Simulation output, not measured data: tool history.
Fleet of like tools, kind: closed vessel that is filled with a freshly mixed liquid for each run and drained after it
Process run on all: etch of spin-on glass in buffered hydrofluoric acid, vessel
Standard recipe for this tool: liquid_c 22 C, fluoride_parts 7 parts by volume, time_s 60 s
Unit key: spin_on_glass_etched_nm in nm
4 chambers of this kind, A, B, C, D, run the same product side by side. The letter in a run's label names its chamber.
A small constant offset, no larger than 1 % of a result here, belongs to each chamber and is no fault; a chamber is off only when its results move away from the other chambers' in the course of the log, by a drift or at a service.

| run | hour | liquid_c | fluoride_parts | time_s | read-back film thickness of the spin-on glass reference wafer, read on the same gauge (nm) | spin_on_glass_etched_nm |
|---|---|---|---|---|---|---|
| 1B | 3.6 | 22 | 7 | 60 | 110.00 | 322.61 |
| 2C | 7.6 | 22 | 7 | 60 | 110.01 | 318.05 |
| 3A | 9.8 | 22 | 7 | 60 | 109.99 | 318.24 |
|  | 10.9 | chamber B: hydrofluoric acid flow meter replaced |
| 4D | 14.2 | 22 | 7 | 60 | 110.01 | 321.10 |
| 5D | 17.4 | 22 | 7 | 60 | 109.98 | 322.07 |
| 6A | 19.6 | 22 | 7 | 60 | 109.99 | 314.19 |
| 7C | 23.3 | 22 | 7 | 60 | 110.02 | 313.51 |
| 8B | 26.2 | 22 | 7 | 60 | 109.99 | 324.97 |
| 9B | 29.3 | 22 | 7 | 60 | 110.02 | 317.30 |
| 10C | 32.3 | 22 | 7 | 60 | 110.00 | 310.63 |
|  | 35.1 | chamber D: thermometer replaced |
| 11A | 36.2 | 22 | 7 | 60 | 110.00 | 318.55 |
| 12D | 38.7 | 22 | 7 | 60 | 110.02 | 322.50 |
| 13B | 42.0 | 22 | 7 | 60 | 109.99 | 318.10 |
| 14A | 45.6 | 22 | 7 | 60 | 110.00 | 320.60 |
| 15C | 48.4 | 22 | 7 | 60 | 109.99 | 305.15 |
| 16D | 51.3 | 22 | 7 | 60 | 109.99 | 323.77 |
| 17B | 55.2 | 22 | 7 | 60 | 110.00 | 318.97 |
| 18C | 58.5 | 22 | 7 | 60 | 110.02 | 311.73 |
| 19D | 62.7 | 22 | 7 | 60 | 110.01 | 326.08 |
| 20A | 65.3 | 22 | 5 | 35 | 110.00 | 247.43 |
| 21C | 67.9 | 22 | 5 | 35 | 109.99 | 233.68 |
| 22A | 72.2 | 22 | 5 | 35 | 110.01 | 249.73 |
|  | 76.1 | chamber B: thermometer replaced |
| 23D | 76.3 | 22 | 5 | 35 | 110.02 | 251.35 |
| 24B | 79.6 | 22 | 7 | 60 | 109.99 | 320.37 |
| 25D | 82.4 | 22 | 7 | 60 | 110.00 | 324.43 |
| 26B | 85.9 | 22 | 9 | 30 | 110.02 | 121.60 |

For the next run the whole fleet of 4 chambers uses the same settings. Give each chamber's results:
| 27A | 89.1 | 22 | 7 | 60 |  | ? |
| 27B | 89.1 | 22 | 7 | 60 |  | ? |
| 27C | 89.1 | 22 | 7 | 60 |  | ? |
| 27D | 89.1 | 22 | 7 | 60 |  | ? |

| run | spin_on_glass_etched_nm |
|---|---|
| 27A | 318.77 |
| 27B | 314.06 |
| 27C | 297.34 |
| 27D | 321.93 |

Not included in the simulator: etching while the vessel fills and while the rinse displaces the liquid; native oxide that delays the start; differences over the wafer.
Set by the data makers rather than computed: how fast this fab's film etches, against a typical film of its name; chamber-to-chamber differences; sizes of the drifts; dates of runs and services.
